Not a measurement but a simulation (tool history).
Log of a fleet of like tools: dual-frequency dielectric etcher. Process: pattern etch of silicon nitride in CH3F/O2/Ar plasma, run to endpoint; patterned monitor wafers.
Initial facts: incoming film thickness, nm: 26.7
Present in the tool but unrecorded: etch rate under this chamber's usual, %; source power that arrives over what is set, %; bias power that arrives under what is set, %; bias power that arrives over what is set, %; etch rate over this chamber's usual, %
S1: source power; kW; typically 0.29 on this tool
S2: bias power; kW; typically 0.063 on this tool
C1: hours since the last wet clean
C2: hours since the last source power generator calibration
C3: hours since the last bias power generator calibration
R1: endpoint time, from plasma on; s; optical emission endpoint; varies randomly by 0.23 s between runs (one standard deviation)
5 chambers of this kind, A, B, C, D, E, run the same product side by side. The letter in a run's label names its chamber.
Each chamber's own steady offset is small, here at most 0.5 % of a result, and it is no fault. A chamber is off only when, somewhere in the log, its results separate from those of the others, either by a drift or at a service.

| run | hour | S1 | S2 | C1 | C2 | C3 | R1 |
|---|---|---|---|---|---|---|---|
| 1A | 11.6 | 0.29 | 0.063 | 132.6 | 778.7 | 2357.7 | 45.407 |
| 2D | 21.3 | 0.29 | 0.063 | 310.3 | 1918.1 | 2321.7 | 45.758 |
| 3E | 29.5 | 0.29 | 0.063 | 577.7 | 2734.1 | 1382.1 | 45.68 |
| 4C | 37.4 | 0.29 | 0.063 | 170.5 | 1090.6 | 499.9 | 45.769 |
| 5B | 50.3 | 0.29 | 0.063 | 72.6 | 2980.5 | 3390.2 | 46.036 |
| 6A | 61.1 | 0.29 | 0.063 | 182.1 | 828.2 | 2407.2 | 45.7 |
|  | 64.8 | chamber E: wet clean of the chamber |
| 7B | 71.7 | 0.29 | 0.063 | 94 | 3001.9 | 3411.6 | 45.661 |
| 8E | 80.7 | 0.29 | 0.063 | 15.9 | 2785.3 | 1433.3 | 44.983 |
| 9D | 88.2 | 0.29 | 0.063 | 377.2 | 1985 | 2388.6 | 45.791 |
| 10C | 100.9 | 0.31 | 0.063 | 234 | 1154.1 | 563.4 | 44.975 |
|  | 101.4 | chamber D: bias power generator calibrated |
| 11C | 114.4 | 0.31 | 0.063 | 247.5 | 1167.6 | 576.9 | 45.054 |
| 12E | 125 | 0.31 | 0.063 | 60.2 | 2829.6 | 1477.6 | 44.415 |
| 13A | 133.3 | 0.31 | 0.063 | 254.3 | 900.4 | 2479.4 | 44.322 |
| 14D | 143.2 | 0.31 | 0.063 | 432.2 | 2040 | 41.8 | 44.47 |
| 15B | 152.7 | 0.29 | 0.063 | 175 | 3082.9 | 3492.6 | 45.624 |
| 16B | 159.9 | 0.29 | 0.063 | 182.2 | 3090.1 | 3499.8 | 45.612 |
| 17E | 168.1 | 0.29 | 0.063 | 103.3 | 2872.7 | 1520.7 | 45.579 |
| 18A | 174.8 | 0.29 | 0.063 | 295.8 | 941.9 | 2520.9 | 45.618 |
| 19C | 184.8 | 0.29 | 0.063 | 317.9 | 1238 | 647.3 | 45.678 |
| 20D | 197.2 | 0.29 | 0.063 | 486.2 | 2094 | 95.8 | 46.138 |
| 21B | 207.5 | 0.29 | 0.063 | 229.8 | 3137.7 | 3547.4 | 45.913 |
| 22C | 220.7 | 0.29 | 0.063 | 353.8 | 1273.9 | 683.2 | 45.831 |
| 23D | 231.3 | 0.29 | 0.063 | 520.3 | 2128.1 | 129.9 | 45.683 |
| 24E | 242.5 | 0.29 | 0.063 | 177.7 | 2947.1 | 1595.1 | 45.65 |
| 25A | 255.9 | 0.29 | 0.063 | 376.9 | 1023 | 2602 | 46.277 |
| 26E | 267.7 | 0.29 | 0.063 | 202.9 | 2972.3 | 1620.3 | 45.103 |
| 27B | 274.7 | 0.29 | 0.063 | 297 | 3204.9 | 3614.6 | 45.628 |
| 28C | 284.6 | 0.29 | 0.063 | 417.7 | 1337.8 | 747.1 | 45.42 |
| 29A | 297 | 0.35 | 0.054 | 418 | 1064.1 | 2643.1 | 45.484 |
| 30D | 309.8 | 0.35 | 0.054 | 598.8 | 2206.6 | 208.4 | 45.121 |
| 31C | 316.3 | 0.35 | 0.054 | 449.4 | 1369.5 | 778.8 | 44.82 |
| 32B | 329.6 | 0.35 | 0.054 | 351.9 | 3259.8 | 3669.5 | 44.691 |
|  | 331.5 | chamber D: wet clean of the chamber |
| 33D | 339.3 | 0.35 | 0.054 | 7.8 | 2236.1 | 237.9 | 44.747 |
| 34E | 352.2 | 0.29 | 0.063 | 287.4 | 3056.8 | 1704.8 | 45.793 |
| 35A | 360.5 | 0.29 | 0.063 | 481.5 | 1127.6 | 2706.6 | 46.926 |
| 36D | 373.2 | 0.29 | 0.063 | 41.7 | 2270 | 271.8 | 45.419 |
|  | 376.1 | chamber C: wet clean of the chamber |
| 37A | 385.2 | 0.23 | 0.063 | 506.2 | 1152.3 | 2731.3 | 51.598 |
| 38B | 392.1 | 0.23 | 0.063 | 414.4 | 3322.3 | 3732 | 50.067 |
|  | 395.3 | chamber A: bias power generator calibrated |
| 39E | 405.2 | 0.23 | 0.063 | 340.4 | 3109.8 | 1757.8 | 49.563 |
| 40C | 413.3 | 0.23 | 0.063 | 37.3 | 1466.5 | 875.8 | 50.157 |
| 41A | 420.5 | 0.23 | 0.063 | 541.5 | 1187.6 | 25.3 | 51.482 |

Is one chamber off against the others, does the gauge drift, or is nothing wrong? If a chamber is off, say which, and what the likeliest cause is.

One chamber, A, drifts off from the rest bit by bit.
Most likely cause: etch rate under this chamber's usual, % = 4.02.

Chamber A could run next with any of the 4 candidate recipes listed below; each alters the usual settings, and their results appear as question marks. Which one brings its results back in line with what the other chambers deliver on the usual settings?
In-line tolerance around the mean of the other chambers on the usual settings: R1 0.79 s
| 42A-1 | 430.2 | 0.3 | 0.063 |  |  |  | ? |
| 42A-2 | 430.2 | 0.29 | 0.055 |  |  |  | ? |
| 42A-3 | 430.2 | 0.31 | 0.067 |  |  |  | ? |
| 42A-4 | 430.2 | 0.29 | 0.061 |  |  |  | ? |

Other chambers, usual settings, mean: R1 45.654 s
| run | R1 |
|---|---|
| 42A-1 | 46.959 |
| 42A-2 | 49.797 |
| 42A-3 | 45.412 |
| 42A-4 | 48.088 |
It is 42A-3 that realigns the chamber with its peers.
